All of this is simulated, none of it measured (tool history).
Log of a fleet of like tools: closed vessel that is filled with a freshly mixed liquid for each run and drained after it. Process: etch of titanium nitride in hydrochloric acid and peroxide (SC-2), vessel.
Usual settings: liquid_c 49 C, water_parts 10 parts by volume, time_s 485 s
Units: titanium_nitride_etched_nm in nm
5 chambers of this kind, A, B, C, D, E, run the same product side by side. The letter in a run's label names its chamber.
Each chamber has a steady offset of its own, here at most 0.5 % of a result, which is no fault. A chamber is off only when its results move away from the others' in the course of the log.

run   hour  liquid_c  water_parts  time_s  read-back film thickness of the titanium nitride reference wafer, read on the same gauge (nm)  titanium_nitride_etched_nm
 1A      5        49           10     485                                                                                         40.043                      9.4892
 2C   12.5        49           10     485                                                                                         40.042                      9.6611
 3B   18.9        49           10     485                                                                                         40.026                      9.4011
 4E   24.3        49           10     485                                                                                         39.983                      9.5504
 5D     33        49           10     485                                                                                         40.002                      9.4407
 6D   41.7        49           10     485                                                                                         40.018                      9.3725
      45.5  -- chamber C: new drum of peroxide connected
 7A   47.5        40           10     485                                                                                         40.022                      5.1837
 8C   56.7        40           10     485                                                                                         39.972                      5.1108
 9B   61.3        40           10     485                                                                                         40.033                      4.9828
10E   68.8        40           10     485                                                                                         40.007                       5.213
11E   78.1        40           10     485                                                                                         40.018                      5.2165
12A   87.3        49           10     485                                                                                         39.977                      9.5925
13D   91.9        49           10     485                                                                                         39.999                      9.4301
14B   96.4        49           10     485                                                                                         39.987                      9.4946
15C  102.8        49           10     485                                                                                         40.002                      9.6495
16A  108.7        49           10     485                                                                                         40.023                      9.5213
17B  114.6        49           10     485                                                                                         40.014                      9.3492
18D  120.6        49           10     485                                                                                         39.997                      9.5575
19E  127.6        49           10     485                                                                                         39.981                      9.2583
20C  135.9        49           10     485                                                                                         40.033                      9.5621
21D    145        49           10     485                                                                                         39.965                      9.5398
22A  149.5        49           10     485                                                                                         39.994                      9.5437
23C    159        49           10     485                                                                                         39.965                      9.6997
24B  166.2        49           10     485                                                                                         39.984                      9.3053
25E  175.1        49           10     485                                                                                         39.997                       9.234
26A  184.2        49           10     485                                                                                         39.988                      9.5228
27B  193.2        49           10     485                                                                                         39.968                      9.4729
28E  202.7        49           10     485                                                                                         39.989                      9.0172
29C  211.2        49           10     485                                                                                         39.949                      9.4928
30D  215.9        44           10     485                                                                                         39.985                      6.7702
31E  224.2        44           10     485                                                                                         40.018                       6.468
32D  228.7        44           10     485                                                                                         40.001                      6.7383
33B    237        44           10     485                                                                                         39.975                      6.7103
34A  245.1        44           10     485                                                                                         39.956                      6.7086
     250.2  -- chamber C: thermometer replaced
35C  254.4        49           10     485                                                                                         39.986                      9.5054
36D  261.7        49           10     485                                                                                          40.04                      9.6524
37E  266.7        49           10     485                                                                                         39.964                      8.9788

Next, every chamber runs the same settings. What will each give?
38A  273.6        49           10     485                                                                                                                          ?
38B  273.6        49           10     485                                                                                                                          ?
38C  273.6        49           10     485                                                                                                                          ?
38D  273.6        49           10     485                                                                                                                          ?
38E  273.6        49           10     485                                                                                                                          ?

run  titanium_nitride_etched_nm
38A                      9.4592
38B                      9.3934
38C                      9.5608
38D                      9.4763
38E                      8.9384
